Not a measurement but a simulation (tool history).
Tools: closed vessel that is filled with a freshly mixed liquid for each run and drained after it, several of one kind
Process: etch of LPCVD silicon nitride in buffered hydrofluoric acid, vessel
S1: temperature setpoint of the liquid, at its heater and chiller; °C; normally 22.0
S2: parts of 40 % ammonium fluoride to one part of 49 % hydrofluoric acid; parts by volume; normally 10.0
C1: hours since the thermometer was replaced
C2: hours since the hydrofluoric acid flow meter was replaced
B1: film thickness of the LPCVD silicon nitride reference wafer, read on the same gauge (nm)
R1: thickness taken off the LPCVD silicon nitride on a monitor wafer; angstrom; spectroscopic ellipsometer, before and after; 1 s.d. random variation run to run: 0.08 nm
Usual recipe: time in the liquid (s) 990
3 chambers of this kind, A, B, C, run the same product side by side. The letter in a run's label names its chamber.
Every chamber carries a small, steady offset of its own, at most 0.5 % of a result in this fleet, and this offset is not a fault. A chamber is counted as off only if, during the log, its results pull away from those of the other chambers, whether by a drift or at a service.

At day 0.308: chamber B: hydrofluoric acid flow meter replaced.
Run 1A, day 0.375: usual settings; C1 147.6; C2 962.8; B1 69.922. Result: R1 138.160 angstrom.
At day 0.600: chamber B: thermometer replaced.
Run 2B, day 0.662: usual settings; C1 1.5; C2 8.6; B1 70.071. Result: R1 139.580 angstrom.
Run 3C, day 1.129: usual settings; C1 1464.6; C2 1258.9; B1 70.003. Result: R1 138.270 angstrom.
Run 4A, day 1.567: usual settings; C1 176.2; C2 991.4; B1 69.984. Result: R1 139.720 angstrom.
Run 5C, day 1.838: usual settings; C1 1481.6; C2 1275.9; B1 70.001. Result: R1 139.700 angstrom.
Run 6B, day 2.233: usual settings; C1 39.2; C2 46.3; B1 69.992. Result: R1 139.310 angstrom.
Run 7C, day 2.483: usual settings; C1 1497.1; C2 1291.4; B1 70.007. Result: R1 138.430 angstrom.
Run 8B, day 2.808: usual settings; C1 53.0; C2 60.1; B1 69.960. Result: R1 138.650 angstrom.
Run 9A, day 3.217: usual settings but S1 19.5 °C, time in the liquid (s) 500; C1 215.8; C2 1031.0; B1 70.021. Result: R1 61.413 angstrom.
Run 10A, day 3.633: usual settings but S1 19.5 °C, time in the liquid (s) 500; C1 225.8; C2 1041.0; B1 70.016. Result: R1 61.083 angstrom.
Run 11B, day 3.933: usual settings but S1 19.5 °C, time in the liquid (s) 500; C1 80.0; C2 87.1; B1 69.969. Result: R1 61.167 angstrom.
Run 12C, day 4.183: usual settings but S1 26.0 °C, S2 14.0 parts by volume; C1 1537.9; C2 1332.2; B1 69.997. Result: R1 124.400 angstrom.
Run 13A, day 4.562: usual settings but S1 26.0 °C, S2 14.0 parts by volume; C1 248.1; C2 1063.3; B1 69.972. Result: R1 125.280 angstrom.
Run 14C, day 4.917: usual settings but S1 26.0 °C, S2 14.0 parts by volume; C1 1555.5; C2 1349.8; B1 69.974. Result: R1 123.130 angstrom.
Run 15B, day 5.354: usual settings; C1 114.1; C2 121.2; B1 70.068. Result: R1 139.130 angstrom.
Run 16A, day 5.812: usual settings; C1 278.1; C2 1093.3; B1 69.995. Result: R1 139.290 angstrom.
Run 17C, day 6.038: usual settings; C1 1582.4; C2 1376.7; B1 70.003. Result: R1 139.130 angstrom.
Run 18B, day 6.500: usual settings; C1 141.6; C2 148.7; B1 70.006. Result: R1 138.050 angstrom.
Run 19C, day 6.875: usual settings; C1 1602.5; C2 1396.8; B1 70.025. Result: R1 138.740 angstrom.
Run 20B, day 7.329: usual settings but S1 25.0 °C, time in the liquid (s) 1505; C1 161.5; C2 168.6; B1 70.042. Result: R1 247.070 angstrom.
Run 21A, day 7.571: usual settings but S1 25.0 °C, time in the liquid (s) 1505; C1 320.3; C2 1135.5; B1 69.996. Result: R1 247.710 angstrom.
Run 22B, day 7.954: usual settings but S1 25.0 °C, time in the liquid (s) 1505; C1 176.5; C2 183.6; B1 70.037. Result: R1 246.700 angstrom.
Run 23A, day 8.162: usual settings; C1 334.5; C2 1149.7; B1 70.009. Result: R1 138.480 angstrom.
Run 24C, day 8.633: usual settings but S2 11.5 parts by volume, time in the liquid (s) 1320; C1 1644.7; C2 1439.0; B1 69.990. Result: R1 161.190 angstrom.
Run 25C, day 8.867: usual settings but S2 11.5 parts by volume, time in the liquid (s) 1320; C1 1650.3; C2 1444.6; B1 70.008. Result: R1 164.120 angstrom.
Run 26B, day 9.325: usual settings but S2 11.5 parts by volume, time in the liquid (s) 1320; C1 209.4; C2 216.5; B1 70.011. Result: R1 164.110 angstrom.
Run 27A, day 9.600: usual settings; C1 369.0; C2 1184.2; B1 69.999. Result: R1 137.920 angstrom.
Run 28C, day 9.900: usual settings; C1 1675.1; C2 1469.4; B1 69.971. Result: R1 138.490 angstrom.
Run 29B, day 10.192: usual settings; C1 230.2; C2 237.3; B1 70.019. Result: R1 138.860 angstrom.
At day 10.425: chamber C: thermometer replaced.
Run 30A, day 10.592: usual settings; C1 392.8; C2 1208.0; B1 70.029. Result: R1 139.150 angstrom.
Run 31B, day 11.075: usual settings; C1 251.4; C2 258.5; B1 70.015. Result: R1 138.880 angstrom.
Run 32C, day 11.525: usual settings; C1 26.4; C2 1508.4; B1 69.992. Result: R1 137.910 angstrom.
Run 33A, day 11.875: usual settings; C1 423.6; C2 1238.8; B1 69.973. Result: R1 140.210 angstrom.
Run 34C, day 12.229: usual settings; C1 43.3; C2 1525.3; B1 70.022. Result: R1 138.980 angstrom.
Run 35B, day 12.462: usual settings but S2 12.0 parts by volume, time in the liquid (s) 1480; C1 284.7; C2 291.8; B1 70.047. Result: R1 172.300 angstrom.
Run 36A, day 12.750: usual settings but S2 12.0 parts by volume, time in the liquid (s) 1480; C1 444.6; C2 1259.8; B1 69.971. Result: R1 173.350 angstrom.
Run 37A, day 13.021: usual settings but S2 12.0 parts by volume, time in the liquid (s) 1480; C1 451.1; C2 1266.3; B1 70.025. Result: R1 172.100 angstrom.
Run 38B, day 13.233: usual settings but S2 9.0 parts by volume; C1 303.2; C2 310.3; B1 70.009. Result: R1 149.400 angstrom.

Next, every chamber runs the same settings. What will each give?
Run 39A, day 13.579: usual settings. Result: R1 ?.
Run 39B, day 13.579: usual settings. Result: R1 ?.
Run 39C, day 13.579: usual settings. Result: R1 ?.

run       R1
39A  138.680
39B  138.820
39C  137.810
